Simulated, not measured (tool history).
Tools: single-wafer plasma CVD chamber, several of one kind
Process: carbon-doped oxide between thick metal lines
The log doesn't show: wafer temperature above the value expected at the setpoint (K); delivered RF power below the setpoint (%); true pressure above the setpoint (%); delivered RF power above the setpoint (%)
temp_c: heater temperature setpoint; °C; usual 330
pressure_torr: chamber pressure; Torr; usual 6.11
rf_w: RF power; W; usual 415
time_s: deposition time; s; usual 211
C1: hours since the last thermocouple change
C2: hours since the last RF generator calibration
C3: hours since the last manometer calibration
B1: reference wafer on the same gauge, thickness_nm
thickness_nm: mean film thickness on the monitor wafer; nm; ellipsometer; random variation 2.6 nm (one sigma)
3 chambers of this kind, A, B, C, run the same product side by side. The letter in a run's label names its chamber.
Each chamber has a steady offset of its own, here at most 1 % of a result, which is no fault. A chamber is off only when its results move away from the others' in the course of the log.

run 1A hour=12.6 | temp_c=330 pressure_torr=6.11 rf_w=415 time_s=211 | C1=417.3 C2=822.8 C3=1039.8 | B1=949.89 | thickness_nm=1016.20
run 2B hour=22.8 | temp_c=330 pressure_torr=6.11 rf_w=415 time_s=211 | C1=745.1 C2=946.6 C3=2766.1 | B1=949.76 | thickness_nm=1009.00
run 3C hour=35.5 | temp_c=330 pressure_torr=6.11 rf_w=415 time_s=211 | C1=611.3 C2=305.2 C3=1058.7 | B1=950.22 | thickness_nm=1012.80
run 4A hour=41.5 | temp_c=330 pressure_torr=6.11 rf_w=415 time_s=211 | C1=446.2 C2=851.7 C3=1068.7 | B1=949.92 | thickness_nm=1012.10
run 5C hour=47.8 | temp_c=330 pressure_torr=6.11 rf_w=360 time_s=252 | C1=623.6 C2=317.5 C3=1071.0 | B1=949.97 | thickness_nm=1079.80
run 6B hour=59.8 | temp_c=330 pressure_torr=6.11 rf_w=360 time_s=252 | C1=782.1 C2=983.6 C3=2803.1 | B1=949.72 | thickness_nm=1088.40
run 7C hour=67.7 | temp_c=330 pressure_torr=6.11 rf_w=360 time_s=252 | C1=643.5 C2=337.4 C3=1090.9 | B1=949.76 | thickness_nm=1081.60
-- hour=68.5 chamber A: capacitance manometer re-zeroed and calibrated
run 8A hour=76.3 | temp_c=330 pressure_torr=6.11 rf_w=415 time_s=211 | C1=481.0 C2=886.5 C3=7.9 | B1=950.41 | thickness_nm=1015.00
-- hour=83.1 chamber A: RF generator calibrated
run 9B hour=84.0 | temp_c=330 pressure_torr=6.11 rf_w=415 time_s=211 | C1=806.3 C2=1007.8 C3=2827.3 | B1=950.70 | thickness_nm=1010.10
run 10B hour=92.8 | temp_c=330 pressure_torr=6.11 rf_w=415 time_s=211 | C1=815.1 C2=1016.6 C3=2836.1 | B1=949.69 | thickness_nm=1008.40
run 11C hour=102.8 | temp_c=330 pressure_torr=6.11 rf_w=415 time_s=211 | C1=678.6 C2=372.5 C3=1126.0 | B1=950.24 | thickness_nm=1012.50
run 12A hour=112.4 | temp_c=330 pressure_torr=6.11 rf_w=415 time_s=211 | C1=517.1 C2=29.4 C3=44.0 | B1=950.05 | thickness_nm=1013.20
run 13C hour=124.0 | temp_c=330 pressure_torr=6.11 rf_w=415 time_s=211 | C1=699.8 C2=393.7 C3=1147.2 | B1=949.76 | thickness_nm=1005.80
run 14B hour=130.2 | temp_c=330 pressure_torr=6.11 rf_w=415 time_s=211 | C1=852.5 C2=1054.0 C3=2873.5 | B1=949.63 | thickness_nm=1008.80
run 15A hour=136.5 | temp_c=330 pressure_torr=6.11 rf_w=415 time_s=211 | C1=541.2 C2=53.5 C3=68.1 | B1=949.80 | thickness_nm=1015.40
run 16C hour=142.1 | temp_c=330 pressure_torr=6.11 rf_w=415 time_s=211 | C1=717.9 C2=411.8 C3=1165.3 | B1=949.59 | thickness_nm=1009.60
run 17B hour=148.4 | temp_c=330 pressure_torr=6.11 rf_w=415 time_s=211 | C1=870.7 C2=1072.2 C3=2891.7 | B1=950.09 | thickness_nm=999.09
-- hour=153.8 chamber B: capacitance manometer re-zeroed and calibrated
run 18A hour=158.5 | temp_c=330 pressure_torr=6.11 rf_w=415 time_s=211 | C1=563.2 C2=75.5 C3=90.1 | B1=950.28 | thickness_nm=1020.00
run 19A hour=164.3 | temp_c=330 pressure_torr=6.11 rf_w=415 time_s=211 | C1=569.0 C2=81.3 C3=95.9 | B1=949.94 | thickness_nm=1018.50
run 20B hour=173.9 | temp_c=330 pressure_torr=6.11 rf_w=415 time_s=211 | C1=896.2 C2=1097.7 C3=20.1 | B1=950.23 | thickness_nm=1000.80
run 21C hour=181.3 | temp_c=330 pressure_torr=6.11 rf_w=415 time_s=211 | C1=757.1 C2=451.0 C3=1204.5 | B1=949.44 | thickness_nm=1011.40
run 22C hour=189.0 | temp_c=330 pressure_torr=6.11 rf_w=415 time_s=211 | C1=764.8 C2=458.7 C3=1212.2 | B1=950.12 | thickness_nm=1010.40
run 23A hour=201.5 | temp_c=330 pressure_torr=6.11 rf_w=415 time_s=211 | C1=606.2 C2=118.5 C3=133.1 | B1=950.44 | thickness_nm=1013.50
run 24B hour=211.0 | temp_c=330 pressure_torr=6.11 rf_w=415 time_s=211 | C1=933.3 C2=1134.8 C3=57.2 | B1=950.42 | thickness_nm=1004.50
run 25C hour=222.9 | temp_c=330 pressure_torr=6.11 rf_w=415 time_s=211 | C1=798.7 C2=492.6 C3=1246.1 | B1=950.04 | thickness_nm=1014.30
run 26A hour=231.5 | temp_c=330 pressure_torr=6.11 rf_w=415 time_s=211 | C1=636.2 C2=148.5 C3=163.1 | B1=949.83 | thickness_nm=1014.30
run 27B hour=241.6 | temp_c=330 pressure_torr=6.11 rf_w=415 time_s=211 | C1=963.9 C2=1165.4 C3=87.8 | B1=949.67 | thickness_nm=998.55
run 28B hour=252.5 | temp_c=330 pressure_torr=6.11 rf_w=415 time_s=211 | C1=974.8 C2=1176.3 C3=98.7 | B1=949.53 | thickness_nm=995.58
run 29A hour=259.4 | temp_c=330 pressure_torr=6.11 rf_w=415 time_s=211 | C1=664.1 C2=176.4 C3=191.0 | B1=950.51 | thickness_nm=1022.90
run 30C hour=265.7 | temp_c=318 pressure_torr=5.32 rf_w=415 time_s=211 | C1=841.5 C2=535.4 C3=1288.9 | B1=949.53 | thickness_nm=1032.90
run 31B hour=272.6 | temp_c=318 pressure_torr=5.32 rf_w=415 time_s=211 | C1=994.9 C2=1196.4 C3=118.8 | B1=950.39 | thickness_nm=1017.10
run 32A hour=282.5 | temp_c=318 pressure_torr=5.32 rf_w=415 time_s=211 | C1=687.2 C2=199.5 C3=214.1 | B1=949.44 | thickness_nm=1041.60
run 33C hour=291.9 | temp_c=330 pressure_torr=6.11 rf_w=415 time_s=211 | C1=867.7 C2=561.6 C3=1315.1 | B1=950.21 | thickness_nm=1015.10
run 34A hour=299.2 | temp_c=330 pressure_torr=6.11 rf_w=415 time_s=211 | C1=703.9 C2=216.2 C3=230.8 | B1=949.71 | thickness_nm=1012.80
run 35B hour=310.5 | temp_c=330 pressure_torr=6.11 rf_w=415 time_s=211 | C1=1032.8 C2=1234.3 C3=156.7 | B1=949.73 | thickness_nm=989.50
run 36C hour=321.7 | temp_c=330 pressure_torr=6.11 rf_w=415 time_s=211 | C1=897.5 C2=591.4 C3=1344.9 | B1=950.02 | thickness_nm=1010.70
run 37C hour=328.9 | temp_c=330 pressure_torr=6.11 rf_w=415 time_s=211 | C1=904.7 C2=598.6 C3=1352.1 | B1=949.99 | thickness_nm=1007.40
run 38A hour=338.1 | temp_c=330 pressure_torr=6.11 rf_w=415 time_s=211 | C1=742.8 C2=255.1 C3=269.7 | B1=950.00 | thickness_nm=1013.40

Next, every chamber runs the same settings. What will each give?
run 39A hour=347.4 | temp_c=330 pressure_torr=6.11 rf_w=415 time_s=211 | thickness_nm=?
run 39B hour=347.4 | temp_c=330 pressure_torr=6.11 rf_w=415 time_s=211 | thickness_nm=?
run 39C hour=347.4 | temp_c=330 pressure_torr=6.11 rf_w=415 time_s=211 | thickness_nm=?

run=39A thickness_nm=1017.80
run=39B thickness_nm=989.26
run=39C thickness_nm=1009.90

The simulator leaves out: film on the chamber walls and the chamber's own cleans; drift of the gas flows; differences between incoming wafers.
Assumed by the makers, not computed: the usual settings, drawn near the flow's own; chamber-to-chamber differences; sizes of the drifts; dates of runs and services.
